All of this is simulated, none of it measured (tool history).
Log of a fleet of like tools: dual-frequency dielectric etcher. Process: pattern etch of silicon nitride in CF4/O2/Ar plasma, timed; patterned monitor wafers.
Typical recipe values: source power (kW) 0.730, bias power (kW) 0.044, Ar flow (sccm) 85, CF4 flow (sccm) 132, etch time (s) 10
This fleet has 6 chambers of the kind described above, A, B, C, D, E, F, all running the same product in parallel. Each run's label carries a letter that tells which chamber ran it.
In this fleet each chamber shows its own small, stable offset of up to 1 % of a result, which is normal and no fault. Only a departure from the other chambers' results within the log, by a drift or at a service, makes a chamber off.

| run | hour | source power (kW) | bias power (kW) | Ar flow (sccm) | CF4 flow (sccm) | etch time (s) | hours since the last wet clean | hours since the last source power generator calibration | hours since the last bias power generator calibration | hours since the last Ar flow controller change | hours since the last CF4 flow controller change | read-back reference wafer on the same gauge, depth_nm | mean etch depth across the wafer (nm) |
|---|---|---|---|---|---|---|---|---|---|---|---|---|---|
| 1D | 13.5 | 0.730 | 0.044 | 85 | 132 | 10 | 574.3 | 2180.3 | 533.3 | 1885.1 | 1907.5 | 23.483 | 26.648 |
| 2A | 21.1 | 0.730 | 0.044 | 85 | 132 | 10 | 305.2 | 189.2 | 1554.6 | 2590.4 | 1653.6 | 23.493 | 26.376 |
|  | 26.7 | chamber D: wet clean of the chamber |
| 3C | 34.7 | 0.730 | 0.044 | 85 | 132 | 10 | 360.1 | 2321.3 | 1800.6 | 3080.4 | 272.2 | 23.505 | 26.705 |
| 4E | 42.6 | 0.730 | 0.044 | 85 | 132 | 10 | 485.5 | 827.7 | 1754.0 | 3012.3 | 1731.3 | 23.496 | 26.558 |
| 5F | 53.8 | 0.730 | 0.044 | 85 | 132 | 10 | 257.6 | 3131.3 | 2280.2 | 609.1 | 279.1 | 23.505 | 26.478 |
| 6B | 64.6 | 0.730 | 0.044 | 85 | 132 | 10 | 373.8 | 331.5 | 1292.9 | 645.8 | 1809.0 | 23.497 | 26.846 |
|  | 76.0 | chamber B: wet clean of the chamber |
| 7A | 77.8 | 0.730 | 0.044 | 85 | 132 | 10 | 361.9 | 245.9 | 1611.3 | 2647.1 | 1710.3 | 23.495 | 26.361 |
| 8D | 89.6 | 0.730 | 0.044 | 85 | 132 | 10 | 62.9 | 2256.4 | 609.4 | 1961.2 | 1983.6 | 23.499 | 26.629 |
| 9E | 100.7 | 0.730 | 0.044 | 85 | 132 | 10 | 543.6 | 885.8 | 1812.1 | 3070.4 | 1789.4 | 23.536 | 26.644 |
| 10B | 109.2 | 0.730 | 0.044 | 85 | 132 | 10 | 33.2 | 376.1 | 1337.5 | 690.4 | 1853.6 | 23.501 | 26.613 |
|  | 113.6 | chamber C: wet clean of the chamber |
| 11C | 120.2 | 0.730 | 0.044 | 85 | 132 | 10 | 6.6 | 2406.8 | 1886.1 | 3165.9 | 357.7 | 23.511 | 26.648 |
|  | 128.7 | chamber E: wet clean of the chamber |
| 12F | 130.4 | 0.730 | 0.044 | 85 | 132 | 10 | 334.2 | 3207.9 | 2356.8 | 685.7 | 355.7 | 23.502 | 26.593 |
| 13E | 142.8 | 0.730 | 0.044 | 85 | 132 | 10 | 14.2 | 927.9 | 1854.2 | 3112.5 | 1831.5 | 23.453 | 26.721 |
| 14F | 158.2 | 0.730 | 0.044 | 85 | 132 | 10 | 362.0 | 3235.7 | 2384.6 | 713.5 | 383.5 | 23.518 | 26.777 |
|  | 162.6 | chamber A: wet clean of the chamber |
| 15D | 167.6 | 0.730 | 0.044 | 85 | 132 | 10 | 140.9 | 2334.4 | 687.4 | 2039.2 | 2061.6 | 23.489 | 26.585 |
| 16B | 178.4 | 0.730 | 0.044 | 85 | 132 | 10 | 102.4 | 445.3 | 1406.7 | 759.6 | 1922.8 | 23.484 | 26.713 |
| 17A | 187.0 | 0.730 | 0.044 | 69 | 114 | 10 | 24.4 | 355.1 | 1720.5 | 2756.3 | 1819.5 | 23.507 | 26.656 |
| 18C | 193.8 | 0.730 | 0.044 | 69 | 114 | 10 | 80.2 | 2480.4 | 1959.7 | 3239.5 | 431.3 | 23.487 | 26.839 |
| 19C | 205.4 | 0.730 | 0.044 | 69 | 114 | 10 | 91.8 | 2492.0 | 1971.3 | 3251.1 | 442.9 | 23.522 | 26.695 |
| 20D | 213.6 | 0.730 | 0.044 | 69 | 114 | 10 | 186.9 | 2380.4 | 733.4 | 2085.2 | 2107.6 | 23.504 | 26.908 |
| 21A | 220.2 | 0.730 | 0.044 | 69 | 114 | 10 | 57.6 | 388.3 | 1753.7 | 2789.5 | 1852.7 | 23.494 | 26.710 |
| 22B | 229.2 | 0.730 | 0.044 | 69 | 114 | 10 | 153.2 | 496.1 | 1457.5 | 810.4 | 1973.6 | 23.502 | 27.059 |
| 23F | 240.6 | 0.730 | 0.044 | 85 | 132 | 10 | 444.4 | 3318.1 | 2467.0 | 795.9 | 465.9 | 23.475 | 26.414 |
| 24E | 256.0 | 0.730 | 0.044 | 85 | 132 | 10 | 127.4 | 1041.1 | 1967.4 | 3225.7 | 1944.7 | 23.507 | 26.693 |
|  | 261.1 | chamber A: bias power generator calibrated |
|  | 262.4 | chamber F: wet clean of the chamber |
| 25D | 269.7 | 0.730 | 0.044 | 85 | 132 | 10 | 243.0 | 2436.5 | 789.5 | 2141.3 | 2163.7 | 23.501 | 26.693 |
| 26F | 282.1 | 0.730 | 0.044 | 85 | 132 | 10 | 19.8 | 3359.6 | 2508.5 | 837.4 | 507.4 | 23.490 | 26.560 |
| 27E | 293.3 | 0.730 | 0.044 | 85 | 132 | 10 | 164.7 | 1078.4 | 2004.7 | 3263.0 | 1982.0 | 23.495 | 26.583 |
| 28B | 301.8 | 0.730 | 0.044 | 85 | 132 | 10 | 225.8 | 568.7 | 1530.1 | 883.0 | 2046.2 | 23.486 | 26.805 |
| 29A | 309.0 | 0.730 | 0.044 | 85 | 132 | 10 | 146.4 | 477.1 | 48.0 | 2878.3 | 1941.5 | 23.466 | 26.530 |
| 30C | 322.4 | 0.730 | 0.034 | 103 | 132 | 10 | 208.8 | 2609.0 | 2088.3 | 3368.1 | 559.9 | 23.532 | 23.772 |
| 31F | 337.8 | 0.730 | 0.034 | 103 | 132 | 10 | 75.5 | 3415.3 | 2564.2 | 893.1 | 563.1 | 23.472 | 23.876 |
| 32D | 345.0 | 0.730 | 0.034 | 103 | 132 | 10 | 318.3 | 2511.8 | 864.8 | 2216.6 | 2239.0 | 23.507 | 24.104 |
| 33A | 355.7 | 0.730 | 0.034 | 103 | 132 | 10 | 193.1 | 523.8 | 94.7 | 2925.0 | 1988.2 | 23.491 | 23.973 |
| 34C | 369.5 | 0.730 | 0.034 | 103 | 132 | 10 | 255.9 | 2656.1 | 2135.4 | 3415.2 | 607.0 | 23.533 | 24.074 |
| 35B | 376.4 | 0.730 | 0.034 | 103 | 132 | 10 | 300.4 | 643.3 | 1604.7 | 957.6 | 2120.8 | 23.522 | 24.226 |
| 36E | 390.3 | 0.730 | 0.044 | 85 | 132 | 10 | 261.7 | 1175.4 | 2101.7 | 3360.0 | 2079.0 | 23.491 | 26.644 |
| 37D | 401.0 | 0.730 | 0.044 | 85 | 132 | 10 | 374.3 | 2567.8 | 920.8 | 2272.6 | 2295.0 | 23.511 | 26.745 |
| 38A | 412.3 | 0.730 | 0.044 | 85 | 132 | 10 | 249.7 | 580.4 | 151.3 | 2981.6 | 2044.8 | 23.484 | 26.501 |
| 39F | 426.9 | 0.730 | 0.044 | 85 | 132 | 10 | 164.6 | 3504.4 | 2653.3 | 982.2 | 652.2 | 23.513 | 26.631 |
| 40E | 435.9 | 0.730 | 0.044 | 85 | 132 | 10 | 307.3 | 1221.0 | 2147.3 | 3405.6 | 2124.6 | 23.506 | 26.734 |
| 41C | 444.4 | 0.730 | 0.044 | 85 | 132 | 10 | 330.8 | 2731.0 | 2210.3 | 3490.1 | 681.9 | 23.486 | 26.679 |
| 42B | 459.5 | 0.730 | 0.044 | 85 | 132 | 10 | 383.5 | 726.4 | 1687.8 | 1040.7 | 2203.9 | 23.524 | 26.914 |

All chambers now run identical settings, listed one chamber a line with results as question marks. What results will each chamber show?
| 43A | 470.5 | 0.730 | 0.044 | 85 | 132 | 10 |  |  |  |  |  |  | ? |
| 43B | 470.5 | 0.730 | 0.044 | 85 | 132 | 10 |  |  |  |  |  |  | ? |
| 43C | 470.5 | 0.730 | 0.044 | 85 | 132 | 10 |  |  |  |  |  |  | ? |
| 43D | 470.5 | 0.730 | 0.044 | 85 | 132 | 10 |  |  |  |  |  |  | ? |
| 43E | 470.5 | 0.730 | 0.044 | 85 | 132 | 10 |  |  |  |  |  |  | ? |
| 43F | 470.5 | 0.730 | 0.044 | 85 | 132 | 10 |  |  |  |  |  |  | ? |

| run | mean etch depth across the wafer (nm) |
|---|---|
| 43A | 26.380 |
| 43B | 26.892 |
| 43C | 26.421 |
| 43D | 26.891 |
| 43E | 26.748 |
| 43F | 26.375 |

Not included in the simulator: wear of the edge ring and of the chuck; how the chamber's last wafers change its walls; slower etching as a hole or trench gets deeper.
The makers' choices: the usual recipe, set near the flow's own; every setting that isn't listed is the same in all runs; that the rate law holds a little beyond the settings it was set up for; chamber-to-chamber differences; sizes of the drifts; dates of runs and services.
